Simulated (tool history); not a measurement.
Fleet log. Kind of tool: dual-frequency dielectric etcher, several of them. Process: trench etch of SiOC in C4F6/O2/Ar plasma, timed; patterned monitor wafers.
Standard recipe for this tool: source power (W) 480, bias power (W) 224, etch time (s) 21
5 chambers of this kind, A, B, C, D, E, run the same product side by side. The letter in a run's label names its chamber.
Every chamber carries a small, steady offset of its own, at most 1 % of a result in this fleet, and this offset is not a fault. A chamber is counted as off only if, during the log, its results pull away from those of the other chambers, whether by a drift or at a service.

run   hour  source power (W)  bias power (W)  etch time (s)  read-back reference wafer on the same gauge, depth_nm  mean etch depth across the wafer (nm)
       1.4  -- chamber E: wet clean of the chamber
 1A    7.1               480             224             21                                                 55.111                                 50.024
 2D   14.4               480             224             21                                                 55.073                                 50.243
 3C   22.1               480             224             21                                                 55.093                                 50.497
 4B   29.5               480             224             21                                                 55.019                                  50.54
 5E   39.9               480             224             21                                                 55.142                                 50.532
 6A   47.5               480             224             21                                                 55.164                                 50.041
 7C   58.6               480             187             16                                                 55.096                                 36.474
 8B   68.1               480             187             16                                                 55.084                                 36.098
 9E   78.7               480             187             16                                                 55.144                                 36.596
10D   87.2               480             187             16                                                 55.067                                 36.168
      89.1  -- chamber C: wet clean of the chamber
11A   96.9               480             187             16                                                 55.086                                 35.886
12C  107.9               480             224             21                                                 55.038                                 50.352
13D  116.3               480             224             21                                                 55.146                                 50.208
     121.7  -- chamber A: wet clean of the chamber
14B    125               480             224             21                                                 55.113                                 50.383
15E  131.9               400             224             24                                                 55.132                                 53.489
16D  138.1               400             224             24                                                 55.052                                  53.85
17C  146.9               400             224             24                                                 55.084                                 53.559
18A  157.4               400             224             24                                                 55.101                                 52.989
19B  165.5               400             224             24                                                 55.084                                 53.339
20E  173.5               480             183           23.5                                                 55.101                                 53.004
21D  185.2               480             183           23.5                                                 55.148                                 52.669
22C  195.3               480             183           23.5                                                 55.087                                 52.447
23E  204.7               480             183           23.5                                                  55.08                                 53.166
24A  214.6               480             183           23.5                                                 55.065                                 52.717
25B  222.5               480             224             21                                                 55.101                                 50.619
     223.6  -- chamber D: wet clean of the chamber
26D  230.5               480             224             21                                                 55.084                                 50.101
27B  241.9               480             178             21                                                 55.097                                 47.094
     244.9  -- chamber B: wet clean of the chamber
28E  251.4               480             178             21                                                 55.115                                 46.563
29A  263.5               480             178             21                                                 55.089                                 46.229
30C  269.2               480             178             21                                                 55.122                                 46.789
31B  274.6               480             178             21                                                 55.145                                 46.473
32D  282.9               480             224             21                                                  55.05                                 49.977
33E  291.4               480             224             21                                                 55.072                                 50.338
34A  302.9               480             224             21                                                 55.118                                 49.984
35C  308.3               480             224             21                                                 55.075                                 50.285
36E  316.3               480             224             21                                                 55.115                                 50.603
37C  328.7               480             224             21                                                 55.053                                 50.559
38B  340.7               480             224             21                                                 55.187                                 50.319
39A  347.3               480             224             21                                                 55.114                                  50.19
40D  357.8               480             224             21                                                 55.072                                  50.14

What goes on in this fleet: one chamber off, a drifting gauge, or nothing beyond the chambers' own small offsets? Name the chamber and the cause, if any.

No chamber stands off beyond its own small offset, and the gauge holds steady.
